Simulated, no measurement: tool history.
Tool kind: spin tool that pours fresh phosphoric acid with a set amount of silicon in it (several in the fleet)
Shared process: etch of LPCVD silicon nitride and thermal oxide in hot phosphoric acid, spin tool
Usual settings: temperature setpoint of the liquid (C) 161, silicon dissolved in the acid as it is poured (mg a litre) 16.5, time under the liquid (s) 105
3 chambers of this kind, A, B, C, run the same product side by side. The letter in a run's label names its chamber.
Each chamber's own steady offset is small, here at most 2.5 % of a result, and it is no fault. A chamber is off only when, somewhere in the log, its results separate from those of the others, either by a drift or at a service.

| run | hour | temperature setpoint of the liquid (C) | silicon dissolved in the acid as it is poured (mg a litre) | time under the liquid (s) | hours since the thermometer was replaced | hours since the dissolved silicon flow meter was replaced | hours since the heated supply line was repaired | read-back film thickness of the LPCVD silicon nitride reference wafer, read on the same gauge (nm) | read-back film thickness of the thermal oxide reference wafer, read on the same gauge (nm) | thickness taken off the LPCVD silicon nitride on a monitor wafer (nm) | thickness taken off the thermal oxide on a monitor wafer (nm) |
|---|---|---|---|---|---|---|---|---|---|---|---|
| 1A | 4.8 | 161 | 16.5 | 105 | 875.4 | 782.5 | 1381.8 | 130 | 29.977 | 8.1771 | 0.1971 |
| 2C | 11.9 | 161 | 16.5 | 105 | 389.1 | 517.9 | 1414.6 | 130 | 29.959 | 8.2029 | 0.1933 |
| 3B | 17.3 | 161 | 16.5 | 105 | 191.1 | 1813.6 | 310.1 | 129.98 | 30.005 | 8.0348 | 0.20883 |
| 4C | 23.5 | 161 | 16.5 | 105 | 400.7 | 529.5 | 1426.2 | 129.98 | 30.014 | 8.2294 | 0.22136 |
| 5B | 29.6 | 161 | 16.5 | 105 | 203.4 | 1825.9 | 322.4 | 129.98 | 29.974 | 7.9723 | 0.21124 |
| 6A | 36.8 | 163.5 | 9 | 105 | 907.4 | 814.5 | 1413.8 | 130.02 | 29.98 | 8.9529 | 0.31545 |
| 7A | 40.8 | 163.5 | 9 | 105 | 911.4 | 818.5 | 1417.8 | 130.01 | 30.008 | 8.8883 | 0.32591 |
| 8C | 48.5 | 163.5 | 9 | 105 | 425.7 | 554.5 | 1451.2 | 130.03 | 30.001 | 8.9525 | 0.23494 |
| 9B | 56.7 | 161 | 16.5 | 105 | 230.5 | 1853 | 349.5 | 129.95 | 30.02 | 7.9858 | 0.23566 |
| 10A | 62.3 | 161 | 16.5 | 105 | 932.9 | 840 | 1439.3 | 129.98 | 29.975 | 8.1256 | 0.20386 |
| 11B | 67.8 | 161 | 16.5 | 105 | 241.6 | 1864.1 | 360.6 | 130 | 30.056 | 7.8982 | 0.20421 |
| 12C | 73.1 | 161 | 16.5 | 105 | 450.3 | 579.1 | 1475.8 | 130.03 | 30.017 | 8.249 | 0.23215 |
| 13A | 77.1 | 161 | 16.5 | 105 | 947.7 | 854.8 | 1454.1 | 130.05 | 29.968 | 8.091 | 0.15533 |
| 14C | 83.7 | 161 | 16.5 | 105 | 460.9 | 589.7 | 1486.4 | 129.99 | 29.993 | 8.174 | 0.20052 |
| 15B | 87.3 | 161 | 16.5 | 105 | 261.1 | 1883.6 | 380.1 | 129.97 | 29.944 | 7.9903 | 0.23442 |
| 16B | 93.6 | 161 | 25 | 105 | 267.4 | 1889.9 | 386.4 | 130 | 30.002 | 7.9857 | 0.20572 |
| 17A | 98.3 | 161 | 25 | 105 | 968.9 | 876 | 1475.3 | 129.97 | 29.998 | 8.0284 | 0.17771 |
|  | 99.8 | chamber B: dissolved silicon flow meter replaced |
| 18C | 104.4 | 161 | 25 | 105 | 481.6 | 610.4 | 1507.1 | 129.99 | 30.011 | 8.1678 | 0.20441 |
| 19C | 108 | 161 | 11.5 | 130 | 485.2 | 614 | 1510.7 | 129.99 | 29.977 | 10.17 | 0.27623 |
| 20A | 113.8 | 161 | 11.5 | 130 | 984.4 | 891.5 | 1490.8 | 129.97 | 30.013 | 9.9839 | 0.37687 |
| 21B | 118 | 161 | 11.5 | 130 | 291.8 | 18.3 | 410.8 | 130 | 30.015 | 9.854 | 0.40627 |
| 22C | 123.4 | 161 | 16.5 | 105 | 500.6 | 629.4 | 1526.1 | 129.99 | 30.005 | 8.1828 | 0.14764 |

Next, every chamber runs the same settings. What will each give?
| 23A | 129.3 | 159.5 | 16.5 | 105 |  |  |  |  |  | ? | ? |
| 23B | 129.3 | 159.5 | 16.5 | 105 |  |  |  |  |  | ? | ? |
| 23C | 129.3 | 159.5 | 16.5 | 105 |  |  |  |  |  | ? | ? |

| run | thickness taken off the LPCVD silicon nitride on a monitor wafer (nm) | thickness taken off the thermal oxide on a monitor wafer (nm) |
|---|---|---|
| 23A | 7.6677 | 0.18225 |
| 23B | 7.5915 | 0.16931 |
| 23C | 7.7433 | 0.16531 |
